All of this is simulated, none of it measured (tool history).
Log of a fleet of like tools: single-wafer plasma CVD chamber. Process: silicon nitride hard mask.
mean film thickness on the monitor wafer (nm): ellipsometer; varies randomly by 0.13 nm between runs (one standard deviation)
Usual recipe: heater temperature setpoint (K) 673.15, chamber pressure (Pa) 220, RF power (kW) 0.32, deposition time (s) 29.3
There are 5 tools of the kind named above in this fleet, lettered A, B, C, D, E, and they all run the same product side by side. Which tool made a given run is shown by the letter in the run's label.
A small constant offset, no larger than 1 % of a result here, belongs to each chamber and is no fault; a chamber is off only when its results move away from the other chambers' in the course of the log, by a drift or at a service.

run,day,heater temperature setpoint (K),chamber pressure (Pa),RF power (kW),deposition time (s),hours since the last thermocouple change,hours since the last RF generator calibration,hours since the last manometer calibration,"read-back reference wafer on the same gauge, thickness_nm",mean film thickness on the monitor wafer (nm)
1C,0.346,673.15,220,0.32,29.3,208.9,410.6,1010.3,31.385,35.199
2A,0.804,673.15,220,0.32,29.3,866.8,584.4,1231.9,31.396,35.539
# day 1.046: chamber A: capacitance manometer re-zeroed and calibrated
3B,1.058,673.15,220,0.32,29.3,992.4,850.6,103,31.404,35.37
4D,1.421,673.15,220,0.32,29.3,1030.1,1279.5,287.9,31.373,35.609
5E,1.762,673.15,220,0.32,29.3,1490.6,1486.3,754.8,31.41,35.701
6C,2.171,673.15,220,0.28,26.2,252.7,454.4,1054.1,31.39,28.989
7E,2.579,673.15,220,0.28,26.2,1510.2,1505.9,774.4,31.411,29.225
8D,3.042,673.15,220,0.28,26.2,1069,1318.4,326.8,31.387,29.222
9A,3.404,673.15,220,0.28,26.2,929.2,646.8,56.7,31.426,29.183
10B,3.642,673.15,220,0.28,26.2,1054.4,912.6,165,31.397,28.906
11D,3.892,673.15,220,0.32,29.3,1089.4,1338.8,347.2,31.395,35.298
12A,4.3,673.15,220,0.32,25.3,950.7,668.3,78.2,31.405,30.706
13B,4.733,673.15,220,0.32,25.3,1080.6,938.8,191.2,31.393,30.763
14C,5.075,673.15,220,0.32,25.3,322.4,524.1,1123.8,31.395,30.538
15E,5.367,673.15,220,0.32,25.3,1577.1,1572.8,841.3,31.41,30.878
16C,5.608,673.15,220,0.32,25.3,335.2,536.9,1136.6,31.407,30.467
17A,5.938,673.15,220,0.32,29.3,990,707.6,117.5,31.385,35.514
# day 5.992: chamber D: RF generator calibrated
18E,6.379,673.15,220,0.32,29.3,1601.4,1597.1,865.6,31.38,35.604
19B,6.6,673.15,220,0.32,29.3,1125.4,983.6,236,31.395,35.39
20D,6.912,673.15,220,0.32,29.3,1161.9,22.2,419.7,31.395,35.544
21E,7.146,673.15,220,0.32,29.3,1619.8,1615.5,884,31.392,35.754
22D,7.5,673.15,220,0.32,29.3,1176,36.3,433.8,31.373,35.62
23B,7.788,673.15,220,0.32,29.3,1153.9,1012.1,264.5,31.402,35.199
24C,8.071,673.15,220,0.32,29.3,394.3,596,1195.7,31.422,35.172
25A,8.433,673.15,220,0.32,29.3,1049.9,767.5,177.4,31.41,35.501
26A,8.854,673.15,220,0.32,29.3,1060,777.6,187.5,31.413,35.632
27C,9.204,673.15,220,0.32,29.3,421.5,623.2,1222.9,31.399,35.053
28E,9.612,673.15,220,0.32,29.3,1679,1674.7,943.2,31.434,35.552
29B,9.908,673.15,199,0.32,24.3,1204.8,1063,315.4,31.377,28.201
30D,10.208,673.15,199,0.32,24.3,1241,101.3,498.8,31.416,28.657
31E,10.579,673.15,199,0.32,24.3,1702.2,1697.9,966.4,31.404,28.973
32D,10.892,673.15,199,0.32,24.3,1257.4,117.7,515.2,31.384,28.559
33B,11.162,673.15,199,0.32,24.3,1234.9,1093.1,345.5,31.373,28.061
34C,11.562,673.15,220,0.32,29.3,478.1,679.8,1279.5,31.391,35.375
35A,11.921,673.15,220,0.32,29.3,1133.6,851.2,261.1,31.407,35.605
36E,12.383,673.15,220,0.32,29.3,1745.5,1741.2,1009.7,31.377,35.39
37A,12.667,673.15,220,0.32,29.3,1151.5,869.1,279,31.424,35.448
38B,12.962,673.15,220,0.32,29.3,1278.1,1136.3,388.7,31.418,34.682
39D,13.171,673.15,248,0.32,29.3,1312.1,172.4,569.9,31.401,36.793
40C,13.533,673.15,248,0.32,29.3,525.4,727.1,1326.8,31.389,36.529
41B,13.812,673.15,248,0.32,29.3,1298.5,1156.7,409.1,31.43,35.95
42C,14.275,673.15,248,0.32,29.3,543.2,744.9,1344.6,31.417,36.567

Decide between three cases: one chamber stands off from its peers, the gauge reading all wafers drifts, or nothing is wrong past each chamber's small offset. Where a chamber is off, say which and what most likely put it there.

Little by little, chamber B moves away from the other chambers.
Cause: delivered RF power below the setpoint (%) = 3.9.
From this log alone, it may not be told apart from: true pressure below the setpoint (%).

Chamber B could run next with any of the 4 candidate recipes listed below; each alters the usual settings, and their results appear as question marks. Which one brings its results back in line with what the other chambers deliver on the usual settings?
Counts as in line when no further than this from what the other chambers average on the usual settings: mean film thickness on the monitor wafer (nm) 0.44
43B-1,14.621,673.15,220,0.35,29.3,,,,,?
43B-2,14.621,674.15,199,0.32,29.3,,,,,?
43B-3,14.621,673.15,221,0.325,29.8,,,,,?
43B-4,14.621,673.15,220,0.295,29.3,,,,,?

The other chambers' mean on the usual settings: mean film thickness on the monitor wafer (nm) 35.505
run,mean film thickness on the monitor wafer (nm)
43B-1,36.65
43B-2,33.547
43B-3,35.57
43B-4,32.709
43B-3 is the one that brings the chamber's results back in line with the other chambers.

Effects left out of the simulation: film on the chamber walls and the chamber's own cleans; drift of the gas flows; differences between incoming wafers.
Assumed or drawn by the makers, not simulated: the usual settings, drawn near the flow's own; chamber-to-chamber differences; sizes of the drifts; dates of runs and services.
